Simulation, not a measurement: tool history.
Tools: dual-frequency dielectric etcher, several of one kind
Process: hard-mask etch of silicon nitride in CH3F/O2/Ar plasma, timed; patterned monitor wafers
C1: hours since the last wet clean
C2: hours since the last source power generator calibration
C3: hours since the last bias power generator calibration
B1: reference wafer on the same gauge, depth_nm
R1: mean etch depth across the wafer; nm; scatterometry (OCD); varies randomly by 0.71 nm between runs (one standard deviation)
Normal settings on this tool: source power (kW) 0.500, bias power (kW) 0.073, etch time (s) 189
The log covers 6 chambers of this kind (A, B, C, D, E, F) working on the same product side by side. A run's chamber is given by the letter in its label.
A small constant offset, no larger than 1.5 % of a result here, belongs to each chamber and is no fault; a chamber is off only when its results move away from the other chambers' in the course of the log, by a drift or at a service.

run 1D hour=10.3 | source_power_(kW)=0.500 bias_power_(kW)=0.073 etch_time_(s)=189 | C1=200.2 C2=19.9 C3=274.6 | B1=167.10 | R1=144.26
run 2C hour=23.3 | source_power_(kW)=0.500 bias_power_(kW)=0.073 etch_time_(s)=189 | C1=366.0 C2=200.2 C3=1726.1 | B1=166.93 | R1=144.12
run 3F hour=36.9 | source_power_(kW)=0.500 bias_power_(kW)=0.073 etch_time_(s)=189 | C1=157.1 C2=420.4 C3=174.8 | B1=167.01 | R1=145.20
run 4B hour=51.1 | source_power_(kW)=0.500 bias_power_(kW)=0.073 etch_time_(s)=189 | C1=286.7 C2=3435.8 C3=279.7 | B1=167.08 | R1=143.87
run 5A hour=63.8 | source_power_(kW)=0.500 bias_power_(kW)=0.073 etch_time_(s)=189 | C1=284.5 C2=431.3 C3=3842.4 | B1=166.99 | R1=143.32
run 6E hour=78.2 | source_power_(kW)=0.500 bias_power_(kW)=0.073 etch_time_(s)=189 | C1=176.6 C2=224.3 C3=1563.8 | B1=167.09 | R1=146.73
run 7A hour=90.8 | source_power_(kW)=0.500 bias_power_(kW)=0.073 etch_time_(s)=189 | C1=311.5 C2=458.3 C3=3869.4 | B1=167.03 | R1=142.51
run 8C hour=99.5 | source_power_(kW)=0.500 bias_power_(kW)=0.073 etch_time_(s)=189 | C1=442.2 C2=276.4 C3=1802.3 | B1=167.26 | R1=144.44
-- hour=107.4 chamber C: wet clean of the chamber
run 9E hour=108.0 | source_power_(kW)=0.500 bias_power_(kW)=0.073 etch_time_(s)=189 | C1=206.4 C2=254.1 C3=1593.6 | B1=167.10 | R1=145.70
run 10B hour=121.5 | source_power_(kW)=0.500 bias_power_(kW)=0.073 etch_time_(s)=189 | C1=357.1 C2=3506.2 C3=350.1 | B1=167.19 | R1=144.44
run 11D hour=136.3 | source_power_(kW)=0.500 bias_power_(kW)=0.073 etch_time_(s)=229 | C1=326.2 C2=145.9 C3=400.6 | B1=166.82 | R1=175.62
run 12F hour=144.3 | source_power_(kW)=0.500 bias_power_(kW)=0.073 etch_time_(s)=229 | C1=264.5 C2=527.8 C3=282.2 | B1=167.32 | R1=174.09
run 13C hour=159.5 | source_power_(kW)=0.500 bias_power_(kW)=0.073 etch_time_(s)=229 | C1=52.1 C2=336.4 C3=1862.3 | B1=166.81 | R1=178.01
run 14E hour=170.8 | source_power_(kW)=0.500 bias_power_(kW)=0.073 etch_time_(s)=229 | C1=269.2 C2=316.9 C3=1656.4 | B1=167.01 | R1=177.38
run 15F hour=179.9 | source_power_(kW)=0.500 bias_power_(kW)=0.073 etch_time_(s)=229 | C1=300.1 C2=563.4 C3=317.8 | B1=166.92 | R1=174.61
run 16A hour=194.7 | source_power_(kW)=0.500 bias_power_(kW)=0.073 etch_time_(s)=229 | C1=415.4 C2=562.2 C3=3973.3 | B1=166.81 | R1=174.15
-- hour=203.0 chamber B: wet clean of the chamber
run 17D hour=206.1 | source_power_(kW)=0.500 bias_power_(kW)=0.073 etch_time_(s)=189 | C1=396.0 C2=215.7 C3=470.4 | B1=167.03 | R1=143.60
run 18B hour=213.4 | source_power_(kW)=0.560 bias_power_(kW)=0.073 etch_time_(s)=189 | C1=10.5 C2=3598.1 C3=442.0 | B1=166.94 | R1=151.55
run 19C hour=222.9 | source_power_(kW)=0.560 bias_power_(kW)=0.073 etch_time_(s)=189 | C1=115.5 C2=399.8 C3=1925.7 | B1=167.10 | R1=152.84
run 20F hour=232.8 | source_power_(kW)=0.560 bias_power_(kW)=0.073 etch_time_(s)=189 | C1=353.0 C2=616.3 C3=370.7 | B1=166.90 | R1=151.83
run 21B hour=246.7 | source_power_(kW)=0.560 bias_power_(kW)=0.073 etch_time_(s)=189 | C1=43.8 C2=3631.4 C3=475.3 | B1=166.95 | R1=150.60
run 22D hour=261.1 | source_power_(kW)=0.560 bias_power_(kW)=0.073 etch_time_(s)=189 | C1=451.0 C2=270.7 C3=525.4 | B1=167.11 | R1=150.40
run 23A hour=273.5 | source_power_(kW)=0.560 bias_power_(kW)=0.073 etch_time_(s)=189 | C1=494.2 C2=641.0 C3=4052.1 | B1=167.15 | R1=148.66
run 24E hour=284.4 | source_power_(kW)=0.500 bias_power_(kW)=0.073 etch_time_(s)=189 | C1=382.8 C2=430.5 C3=1770.0 | B1=166.95 | R1=145.61
run 25A hour=291.0 | source_power_(kW)=0.500 bias_power_(kW)=0.073 etch_time_(s)=189 | C1=511.7 C2=658.5 C3=4069.6 | B1=166.91 | R1=143.19
run 26B hour=303.6 | source_power_(kW)=0.500 bias_power_(kW)=0.073 etch_time_(s)=189 | C1=100.7 C2=3688.3 C3=532.2 | B1=167.03 | R1=143.31
run 27E hour=311.3 | source_power_(kW)=0.500 bias_power_(kW)=0.073 etch_time_(s)=189 | C1=409.7 C2=457.4 C3=1796.9 | B1=166.96 | R1=146.84
-- hour=316.9 chamber A: bias power generator calibrated
run 28D hour=319.0 | source_power_(kW)=0.500 bias_power_(kW)=0.073 etch_time_(s)=238 | C1=508.9 C2=328.6 C3=583.3 | B1=167.04 | R1=181.83
run 29C hour=327.0 | source_power_(kW)=0.500 bias_power_(kW)=0.073 etch_time_(s)=238 | C1=219.6 C2=503.9 C3=2029.8 | B1=167.04 | R1=182.61
run 30F hour=338.7 | source_power_(kW)=0.500 bias_power_(kW)=0.073 etch_time_(s)=238 | C1=458.9 C2=722.2 C3=476.6 | B1=167.03 | R1=182.48
-- hour=346.0 chamber C: bias power generator calibrated
run 31B hour=352.4 | source_power_(kW)=0.500 bias_power_(kW)=0.073 etch_time_(s)=238 | C1=149.5 C2=3737.1 C3=581.0 | B1=167.09 | R1=180.53
-- hour=357.6 chamber F: wet clean of the chamber
-- hour=362.1 chamber D: wet clean of the chamber
run 32C hour=362.4 | source_power_(kW)=0.500 bias_power_(kW)=0.073 etch_time_(s)=238 | C1=255.0 C2=539.3 C3=16.4 | B1=166.88 | R1=182.89
run 33F hour=374.7 | source_power_(kW)=0.500 bias_power_(kW)=0.073 etch_time_(s)=238 | C1=17.2 C2=758.2 C3=512.6 | B1=166.86 | R1=182.35
-- hour=378.8 chamber E: wet clean of the chamber
run 34E hour=385.3 | source_power_(kW)=0.500 bias_power_(kW)=0.073 etch_time_(s)=189 | C1=6.5 C2=531.4 C3=1870.9 | B1=167.13 | R1=144.92
run 35A hour=398.9 | source_power_(kW)=0.500 bias_power_(kW)=0.073 etch_time_(s)=220 | C1=619.6 C2=766.4 C3=82.1 | B1=167.11 | R1=166.12
run 36D hour=412.3 | source_power_(kW)=0.500 bias_power_(kW)=0.073 etch_time_(s)=220 | C1=50.2 C2=421.9 C3=676.6 | B1=166.93 | R1=168.49
run 37C hour=422.6 | source_power_(kW)=0.500 bias_power_(kW)=0.073 etch_time_(s)=220 | C1=315.2 C2=599.5 C3=76.6 | B1=166.93 | R1=169.75

Predict what each chamber gives when all 6 of them run the settings below next.
run 38A hour=433.5 | source_power_(kW)=0.500 bias_power_(kW)=0.084 etch_time_(s)=189 | R1=?
run 38B hour=433.5 | source_power_(kW)=0.500 bias_power_(kW)=0.084 etch_time_(s)=189 | R1=?
run 38C hour=433.5 | source_power_(kW)=0.500 bias_power_(kW)=0.084 etch_time_(s)=189 | R1=?
run 38D hour=433.5 | source_power_(kW)=0.500 bias_power_(kW)=0.084 etch_time_(s)=189 | R1=?
run 38E hour=433.5 | source_power_(kW)=0.500 bias_power_(kW)=0.084 etch_time_(s)=189 | R1=?
run 38F hour=433.5 | source_power_(kW)=0.500 bias_power_(kW)=0.084 etch_time_(s)=189 | R1=?

run=38A R1=148.75
run=38B R1=149.34
run=38C R1=152.22
run=38D R1=150.65
run=38E R1=152.81
run=38F R1=151.88
